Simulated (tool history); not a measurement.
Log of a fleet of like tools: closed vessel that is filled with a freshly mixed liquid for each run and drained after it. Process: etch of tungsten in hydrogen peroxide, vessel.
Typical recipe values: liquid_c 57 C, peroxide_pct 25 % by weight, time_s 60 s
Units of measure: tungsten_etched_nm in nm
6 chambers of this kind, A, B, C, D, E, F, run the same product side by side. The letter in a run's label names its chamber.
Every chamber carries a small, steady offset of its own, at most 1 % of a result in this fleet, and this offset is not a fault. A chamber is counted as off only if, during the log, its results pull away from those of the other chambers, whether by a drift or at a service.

run,hour,liquid_c,peroxide_pct,time_s,hours since the thermometer was replaced,hours since the peroxide flow meter was replaced,hours since the drum of peroxide was connected,"read-back film thickness of the tungsten reference wafer, read on the same gauge (nm)",tungsten_etched_nm
1D,8.9,57,25,60,1388.7,92.8,237.1,149.99,287.43
2E,14.4,57,25,60,1398.6,1824.9,295,150,287.08
3B,23.8,57,25,60,1760.6,1345.1,284.1,150.03,284.54
# hour 25.4: chamber E: new drum of peroxide connected
4F,32.7,57,25,60,179.9,80.1,1220.8,150.04,280.77
5C,37.5,57,25,60,153.9,1728.8,1059.6,149.99,286.22
6A,44.4,57,25,60,485.2,513,693,150.06,286.46
7F,51,61.5,20.5,60,198.2,98.4,1239.1,150,332.35
# hour 51.4: chamber B: thermometer replaced
8D,60.3,61.5,20.5,60,1440.1,144.2,288.5,149.96,335.68
9A,65.4,61.5,20.5,60,506.2,534,714,149.99,339.52
10B,74.6,61.5,20.5,60,23.2,1395.9,334.9,150.03,331.34
# hour 77.7: chamber B: new drum of peroxide connected
11E,82.6,61.5,20.5,60,1466.8,1893.1,57.3,150.02,337.55
12C,90.7,61.5,20.5,60,207.1,1782,1112.8,149.99,337.5
13B,100.2,57,25,60,48.8,1421.5,22.5,150.05,281.09
# hour 103.6: chamber F: new drum of peroxide connected
14F,107,57,25,60,254.2,154.4,3.5,150.01,286.54
15E,114.1,57,25,60,1498.3,1924.6,88.8,150.06,285.38
16C,120.1,57,25,60,236.5,1811.4,1142.2,150.04,289.18
17A,124.5,57,25,60,565.3,593.1,773.1,149.99,287.7
18D,130,57,25,60,1509.8,213.9,358.2,149.98,282.54
19C,134.5,57,25,60,250.9,1825.8,1156.6,149.95,286.54
# hour 140.1: chamber E: thermometer replaced
20B,141.3,57,25,60,89.9,1462.6,63.6,150.01,283.46
21A,147.2,62.5,29,60,588,615.8,795.8,150.01,435.47
22F,156.2,62.5,29,60,303.4,203.6,52.7,149.99,425.1
23D,162.4,62.5,29,60,1542.2,246.3,390.6,149.97,426.07
24E,169.2,62.5,29,60,29.2,1979.7,143.9,150.01,421.47
25E,176.1,62.5,29,60,36.1,1986.6,150.8,149.97,429.12
26B,184.9,62.5,29,60,133.5,1506.2,107.2,150.04,423.76
27C,190.7,57,25,60,307.1,1882,1212.8,149.97,290.32
28A,196,57,25,60,636.8,664.6,844.6,150.02,298.72
29F,200.3,57,25,60,347.5,247.7,96.8,149.95,285.58
30D,207.7,57,25,60,1587.5,291.6,435.9,150.02,287.75
31B,216.8,57,25,60,165.4,1538.1,139.1,150,280.97
32C,226.3,57,25,60,342.7,1917.6,1248.4,150.01,290.39
33E,232.3,57,25,60,92.3,2042.8,207,150.03,285.05
34A,238.3,57,25,60,679.1,706.9,886.9,149.96,298.69
35F,245.8,57,25,60,393,293.2,142.3,150.01,284.14
36D,255.1,57,25,60,1634.9,339,483.3,149.98,280.2

For the next run the whole fleet of 6 chambers uses the same settings. Give each chamber's results:
37A,261.9,57,29,60,,,,,?
37B,261.9,57,29,60,,,,,?
37C,261.9,57,29,60,,,,,?
37D,261.9,57,29,60,,,,,?
37E,261.9,57,29,60,,,,,?
37F,261.9,57,29,60,,,,,?

run,tungsten_etched_nm
37A,325.04
37B,306.58
37C,308.44
37D,306.03
37E,308.8
37F,305.27
